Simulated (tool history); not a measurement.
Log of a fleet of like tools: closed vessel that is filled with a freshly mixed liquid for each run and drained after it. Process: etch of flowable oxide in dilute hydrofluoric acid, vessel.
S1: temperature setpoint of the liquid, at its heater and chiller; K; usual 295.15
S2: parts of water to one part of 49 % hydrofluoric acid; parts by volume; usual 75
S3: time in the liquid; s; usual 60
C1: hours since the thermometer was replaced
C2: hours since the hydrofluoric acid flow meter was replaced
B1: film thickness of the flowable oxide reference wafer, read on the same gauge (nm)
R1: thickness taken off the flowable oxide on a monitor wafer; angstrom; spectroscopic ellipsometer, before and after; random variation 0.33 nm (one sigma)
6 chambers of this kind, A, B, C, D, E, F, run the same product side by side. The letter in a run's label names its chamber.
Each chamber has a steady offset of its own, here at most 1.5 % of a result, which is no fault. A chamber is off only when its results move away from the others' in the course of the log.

| run | hour | S1 | S2 | S3 | C1 | C2 | B1 | R1 |
|---|---|---|---|---|---|---|---|---|
| 1C | 12 | 295.15 | 75 | 60 | 149.8 | 2455.7 | 120.01 | 419.54 |
| 2A | 23.7 | 295.15 | 75 | 60 | 1321.4 | 2021 | 120.01 | 409.7 |
| 3E | 35.7 | 295.15 | 75 | 60 | 448 | 705.9 | 120 | 421.05 |
|  | 38.9 | chamber C: hydrofluoric acid flow meter replaced |
| 4B | 43 | 295.15 | 75 | 60 | 517.4 | 1027.4 | 120.01 | 421.91 |
| 5D | 51.5 | 295.15 | 75 | 60 | 1494.4 | 325.7 | 120 | 414.17 |
| 6F | 59.8 | 295.15 | 75 | 60 | 1925 | 1046 | 120 | 417.4 |
| 7D | 67.4 | 295.15 | 40 | 80 | 1510.3 | 341.6 | 119.99 | 1068.2 |
| 8B | 78.7 | 295.15 | 40 | 80 | 553.1 | 1063.1 | 120 | 1088.2 |
| 9A | 86.9 | 295.15 | 40 | 80 | 1384.6 | 2084.2 | 120.01 | 1072.1 |
| 10C | 93.3 | 295.15 | 40 | 80 | 231.1 | 54.5 | 120.02 | 1085.4 |
| 11F | 103.8 | 295.15 | 40 | 80 | 1969 | 1090 | 120.03 | 1106.5 |
| 12E | 116.4 | 295.15 | 40 | 80 | 528.7 | 786.6 | 119.99 | 1067 |
| 13E | 123.5 | 295.15 | 75 | 60 | 535.8 | 793.7 | 119.99 | 419.53 |
| 14B | 134.1 | 295.15 | 75 | 60 | 608.5 | 1118.5 | 120.01 | 424.37 |
|  | 135.6 | chamber A: thermometer replaced |
| 15D | 146.7 | 295.15 | 75 | 60 | 1589.6 | 420.9 | 120 | 413.99 |
|  | 151.3 | chamber F: thermometer replaced |
| 16C | 155.9 | 295.15 | 75 | 60 | 293.7 | 117.1 | 120.02 | 419.52 |
| 17F | 161.8 | 298.65 | 75 | 60 | 10.6 | 1148 | 120 | 488.52 |
| 18A | 174.5 | 298.65 | 75 | 60 | 38.9 | 2171.8 | 120 | 477.07 |
|  | 178 | chamber F: hydrofluoric acid flow meter replaced |
| 19D | 186.9 | 298.65 | 75 | 60 | 1629.8 | 461.1 | 120.01 | 477.7 |
| 20C | 195.9 | 298.65 | 75 | 60 | 333.7 | 157.1 | 119.99 | 481.67 |
|  | 197.4 | chamber B: thermometer replaced |
| 21A | 206.9 | 298.65 | 75 | 60 | 71.3 | 2204.2 | 120.01 | 478.86 |
| 22B | 216.5 | 298.65 | 75 | 60 | 19.1 | 1200.9 | 120.01 | 492.23 |
|  | 225.1 | chamber A: hydrofluoric acid flow meter replaced |
| 23F | 227.4 | 295.15 | 75 | 60 | 76.2 | 49.4 | 120 | 419.79 |
| 24E | 238.4 | 295.15 | 75 | 60 | 650.7 | 908.6 | 119.99 | 420.55 |
| 25B | 246.6 | 295.15 | 75 | 90 | 49.2 | 1231 | 120 | 652.27 |
| 26A | 259.1 | 295.15 | 75 | 90 | 123.5 | 34 | 120 | 625.41 |
| 27C | 268 | 295.15 | 75 | 90 | 405.8 | 229.2 | 120.03 | 629.95 |
| 28E | 278.9 | 295.15 | 75 | 90 | 691.2 | 949.1 | 120 | 616.59 |
| 29D | 286 | 295.15 | 75 | 90 | 1728.9 | 560.2 | 120.02 | 622.45 |
| 30F | 294.7 | 295.15 | 75 | 90 | 143.5 | 116.7 | 120.01 | 642.31 |
| 31F | 304.9 | 295.15 | 75 | 60 | 153.7 | 126.9 | 120 | 422.79 |
| 32D | 317.3 | 295.15 | 75 | 60 | 1760.2 | 591.5 | 120 | 417.08 |
| 33E | 330 | 297.65 | 100 | 60 | 742.3 | 1000.2 | 120 | 336.71 |
| 34C | 342.2 | 297.65 | 100 | 60 | 480 | 303.4 | 120.01 | 334.86 |
| 35B | 353.3 | 297.65 | 100 | 60 | 155.9 | 1337.7 | 120.01 | 350.53 |
| 36A | 361.9 | 297.65 | 100 | 60 | 226.3 | 136.8 | 120 | 335.82 |
| 37C | 373.9 | 297.65 | 100 | 60 | 511.7 | 335.1 | 120.01 | 334.65 |
| 38B | 379.6 | 297.65 | 100 | 60 | 182.2 | 1364 | 119.97 | 359.83 |
| 39E | 389 | 295.15 | 75 | 60 | 801.3 | 1059.2 | 119.99 | 413.24 |
| 40F | 396.9 | 295.15 | 75 | 60 | 245.7 | 218.9 | 120.02 | 419.22 |
| 41A | 403.8 | 295.15 | 75 | 60 | 268.2 | 178.7 | 120.01 | 418.2 |
| 42D | 415.6 | 295.15 | 75 | 60 | 1858.5 | 689.8 | 120 | 413.65 |
| 43F | 424 | 295.15 | 75 | 60 | 272.8 | 246 | 120.01 | 416.33 |
| 44D | 435.8 | 295.15 | 75 | 60 | 1878.7 | 710 | 119.99 | 417.58 |

All 6 chambers run these settings next. Forecast each chamber's results:
| 45A | 444.9 | 295.15 | 75 | 40 |  |  |  | ? |
| 45B | 444.9 | 295.15 | 75 | 40 |  |  |  | ? |
| 45C | 444.9 | 295.15 | 75 | 40 |  |  |  | ? |
| 45D | 444.9 | 295.15 | 75 | 40 |  |  |  | ? |
| 45E | 444.9 | 295.15 | 75 | 40 |  |  |  | ? |
| 45F | 444.9 | 295.15 | 75 | 40 |  |  |  | ? |

| run | R1 |
|---|---|
| 45A | 281.91 |
| 45B | 296.27 |
| 45C | 279.82 |
| 45D | 275.29 |
| 45E | 277.4 |
| 45F | 281.43 |

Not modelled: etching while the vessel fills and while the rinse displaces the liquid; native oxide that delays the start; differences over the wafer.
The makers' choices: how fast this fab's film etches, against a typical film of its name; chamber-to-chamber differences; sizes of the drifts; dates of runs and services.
